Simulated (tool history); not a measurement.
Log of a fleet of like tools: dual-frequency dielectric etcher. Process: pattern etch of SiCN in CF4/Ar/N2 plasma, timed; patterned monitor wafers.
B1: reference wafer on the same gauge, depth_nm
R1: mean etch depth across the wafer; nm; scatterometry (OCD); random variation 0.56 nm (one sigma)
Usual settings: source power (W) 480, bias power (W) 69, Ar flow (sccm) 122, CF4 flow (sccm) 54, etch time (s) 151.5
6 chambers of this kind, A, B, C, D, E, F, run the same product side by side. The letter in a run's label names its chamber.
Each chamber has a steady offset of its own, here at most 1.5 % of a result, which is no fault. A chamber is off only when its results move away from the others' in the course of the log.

run 1C day=0.204 | source_power_(W)=480 bias_power_(W)=69 Ar_flow_(sccm)=122 CF4_flow_(sccm)=54 etch_time_(s)=151.5 | B1=135.00 | R1=124.96
run 2A day=0.354 | source_power_(W)=480 bias_power_(W)=69 Ar_flow_(sccm)=122 CF4_flow_(sccm)=54 etch_time_(s)=151.5 | B1=135.05 | R1=126.83
run 3D day=0.483 | source_power_(W)=480 bias_power_(W)=69 Ar_flow_(sccm)=122 CF4_flow_(sccm)=54 etch_time_(s)=151.5 | B1=135.18 | R1=127.73
run 4E day=0.588 | source_power_(W)=480 bias_power_(W)=69 Ar_flow_(sccm)=122 CF4_flow_(sccm)=54 etch_time_(s)=151.5 | B1=134.98 | R1=125.34
run 5B day=0.762 | source_power_(W)=480 bias_power_(W)=69 Ar_flow_(sccm)=122 CF4_flow_(sccm)=54 etch_time_(s)=151.5 | B1=135.03 | R1=127.70
run 6F day=0.875 | source_power_(W)=480 bias_power_(W)=69 Ar_flow_(sccm)=122 CF4_flow_(sccm)=54 etch_time_(s)=151.5 | B1=135.00 | R1=127.30
run 7D day=1.075 | source_power_(W)=480 bias_power_(W)=69 Ar_flow_(sccm)=122 CF4_flow_(sccm)=54 etch_time_(s)=151.5 | B1=134.96 | R1=126.57
run 8E day=1.171 | source_power_(W)=480 bias_power_(W)=69 Ar_flow_(sccm)=122 CF4_flow_(sccm)=54 etch_time_(s)=151.5 | B1=135.04 | R1=126.57
run 9A day=1.338 | source_power_(W)=370 bias_power_(W)=69 Ar_flow_(sccm)=93 CF4_flow_(sccm)=54 etch_time_(s)=151.5 | B1=134.97 | R1=105.90
run 10B day=1.538 | source_power_(W)=370 bias_power_(W)=69 Ar_flow_(sccm)=93 CF4_flow_(sccm)=54 etch_time_(s)=151.5 | B1=134.81 | R1=105.57
run 11F day=1.671 | source_power_(W)=370 bias_power_(W)=69 Ar_flow_(sccm)=93 CF4_flow_(sccm)=54 etch_time_(s)=151.5 | B1=135.01 | R1=106.15
run 12C day=1.867 | source_power_(W)=370 bias_power_(W)=69 Ar_flow_(sccm)=93 CF4_flow_(sccm)=54 etch_time_(s)=151.5 | B1=135.00 | R1=103.65
run 13D day=2.000 | source_power_(W)=370 bias_power_(W)=69 Ar_flow_(sccm)=93 CF4_flow_(sccm)=54 etch_time_(s)=151.5 | B1=135.08 | R1=105.78
run 14A day=2.092 | source_power_(W)=370 bias_power_(W)=69 Ar_flow_(sccm)=93 CF4_flow_(sccm)=54 etch_time_(s)=151.5 | B1=135.12 | R1=105.36
run 15F day=2.204 | source_power_(W)=480 bias_power_(W)=69 Ar_flow_(sccm)=122 CF4_flow_(sccm)=54 etch_time_(s)=151.5 | B1=135.14 | R1=126.80
-- day=2.225 chamber C: wet clean of the chamber
run 16B day=2.338 | source_power_(W)=480 bias_power_(W)=69 Ar_flow_(sccm)=142 CF4_flow_(sccm)=54 etch_time_(s)=151.5 | B1=134.90 | R1=124.19
run 17E day=2.467 | source_power_(W)=480 bias_power_(W)=69 Ar_flow_(sccm)=142 CF4_flow_(sccm)=54 etch_time_(s)=151.5 | B1=135.03 | R1=121.78
run 18C day=2.621 | source_power_(W)=480 bias_power_(W)=69 Ar_flow_(sccm)=142 CF4_flow_(sccm)=54 etch_time_(s)=151.5 | B1=135.03 | R1=122.12
run 19C day=2.762 | source_power_(W)=480 bias_power_(W)=69 Ar_flow_(sccm)=142 CF4_flow_(sccm)=54 etch_time_(s)=151.5 | B1=134.99 | R1=122.31
run 20B day=2.925 | source_power_(W)=480 bias_power_(W)=69 Ar_flow_(sccm)=142 CF4_flow_(sccm)=54 etch_time_(s)=151.5 | B1=134.95 | R1=123.18
run 21D day=3.042 | source_power_(W)=480 bias_power_(W)=69 Ar_flow_(sccm)=142 CF4_flow_(sccm)=54 etch_time_(s)=151.5 | B1=135.10 | R1=123.99
run 22E day=3.229 | source_power_(W)=480 bias_power_(W)=69 Ar_flow_(sccm)=122 CF4_flow_(sccm)=54 etch_time_(s)=151.5 | B1=134.98 | R1=125.43
run 23F day=3.371 | source_power_(W)=480 bias_power_(W)=69 Ar_flow_(sccm)=122 CF4_flow_(sccm)=54 etch_time_(s)=151.5 | B1=134.92 | R1=127.72
run 24A day=3.462 | source_power_(W)=480 bias_power_(W)=69 Ar_flow_(sccm)=122 CF4_flow_(sccm)=54 etch_time_(s)=151.5 | B1=134.99 | R1=124.91
run 25B day=3.571 | source_power_(W)=480 bias_power_(W)=69 Ar_flow_(sccm)=122 CF4_flow_(sccm)=54 etch_time_(s)=151.5 | B1=135.09 | R1=127.11
run 26A day=3.700 | source_power_(W)=480 bias_power_(W)=69 Ar_flow_(sccm)=122 CF4_flow_(sccm)=54 etch_time_(s)=151.5 | B1=134.99 | R1=124.19
run 27F day=3.808 | source_power_(W)=480 bias_power_(W)=69 Ar_flow_(sccm)=122 CF4_flow_(sccm)=54 etch_time_(s)=151.5 | B1=135.16 | R1=127.39
run 28C day=3.996 | source_power_(W)=480 bias_power_(W)=69 Ar_flow_(sccm)=122 CF4_flow_(sccm)=54 etch_time_(s)=151.5 | B1=134.93 | R1=125.50
run 29E day=4.188 | source_power_(W)=480 bias_power_(W)=69 Ar_flow_(sccm)=122 CF4_flow_(sccm)=54 etch_time_(s)=151.5 | B1=135.10 | R1=124.79
run 30D day=4.304 | source_power_(W)=480 bias_power_(W)=69 Ar_flow_(sccm)=122 CF4_flow_(sccm)=54 etch_time_(s)=151.5 | B1=135.05 | R1=128.13
run 31C day=4.417 | source_power_(W)=480 bias_power_(W)=69 Ar_flow_(sccm)=122 CF4_flow_(sccm)=54 etch_time_(s)=151.5 | B1=134.98 | R1=124.77
run 32E day=4.567 | source_power_(W)=420 bias_power_(W)=69 Ar_flow_(sccm)=122 CF4_flow_(sccm)=54 etch_time_(s)=151.5 | B1=134.93 | R1=112.23
run 33A day=4.658 | source_power_(W)=420 bias_power_(W)=69 Ar_flow_(sccm)=122 CF4_flow_(sccm)=54 etch_time_(s)=151.5 | B1=135.15 | R1=109.77
-- day=4.775 chamber B: source power generator calibrated
run 34B day=4.842 | source_power_(W)=420 bias_power_(W)=69 Ar_flow_(sccm)=122 CF4_flow_(sccm)=54 etch_time_(s)=151.5 | B1=134.97 | R1=112.83
run 35D day=5.042 | source_power_(W)=420 bias_power_(W)=69 Ar_flow_(sccm)=122 CF4_flow_(sccm)=54 etch_time_(s)=151.5 | B1=134.93 | R1=113.32
run 36F day=5.200 | source_power_(W)=420 bias_power_(W)=69 Ar_flow_(sccm)=122 CF4_flow_(sccm)=54 etch_time_(s)=151.5 | B1=134.90 | R1=114.15
run 37E day=5.354 | source_power_(W)=420 bias_power_(W)=69 Ar_flow_(sccm)=122 CF4_flow_(sccm)=54 etch_time_(s)=151.5 | B1=134.77 | R1=111.93
run 38C day=5.492 | source_power_(W)=480 bias_power_(W)=69 Ar_flow_(sccm)=122 CF4_flow_(sccm)=54 etch_time_(s)=151.5 | B1=135.20 | R1=124.58
run 39D day=5.600 | source_power_(W)=480 bias_power_(W)=69 Ar_flow_(sccm)=122 CF4_flow_(sccm)=54 etch_time_(s)=151.5 | B1=134.92 | R1=128.10
run 40A day=5.758 | source_power_(W)=480 bias_power_(W)=69 Ar_flow_(sccm)=122 CF4_flow_(sccm)=54 etch_time_(s)=151.5 | B1=134.89 | R1=123.20
run 41B day=5.904 | source_power_(W)=480 bias_power_(W)=69 Ar_flow_(sccm)=122 CF4_flow_(sccm)=54 etch_time_(s)=151.5 | B1=135.11 | R1=126.52
run 42F day=6.104 | source_power_(W)=480 bias_power_(W)=58 Ar_flow_(sccm)=104 CF4_flow_(sccm)=54 etch_time_(s)=151.5 | B1=134.91 | R1=122.06

Next, every chamber runs the same settings. What will each give?
run 43A day=6.254 | source_power_(W)=480 bias_power_(W)=69 Ar_flow_(sccm)=122 CF4_flow_(sccm)=54 etch_time_(s)=151.5 | R1=?
run 43B day=6.254 | source_power_(W)=480 bias_power_(W)=69 Ar_flow_(sccm)=122 CF4_flow_(sccm)=54 etch_time_(s)=151.5 | R1=?
run 43C day=6.254 | source_power_(W)=480 bias_power_(W)=69 Ar_flow_(sccm)=122 CF4_flow_(sccm)=54 etch_time_(s)=151.5 | R1=?
run 43D day=6.254 | source_power_(W)=480 bias_power_(W)=69 Ar_flow_(sccm)=122 CF4_flow_(sccm)=54 etch_time_(s)=151.5 | R1=?
run 43E day=6.254 | source_power_(W)=480 bias_power_(W)=69 Ar_flow_(sccm)=122 CF4_flow_(sccm)=54 etch_time_(s)=151.5 | R1=?
run 43F day=6.254 | source_power_(W)=480 bias_power_(W)=69 Ar_flow_(sccm)=122 CF4_flow_(sccm)=54 etch_time_(s)=151.5 | R1=?

run=43A R1=122.70
run=43B R1=126.53
run=43C R1=126.04
run=43D R1=127.62
run=43E R1=125.44
run=43F R1=128.16
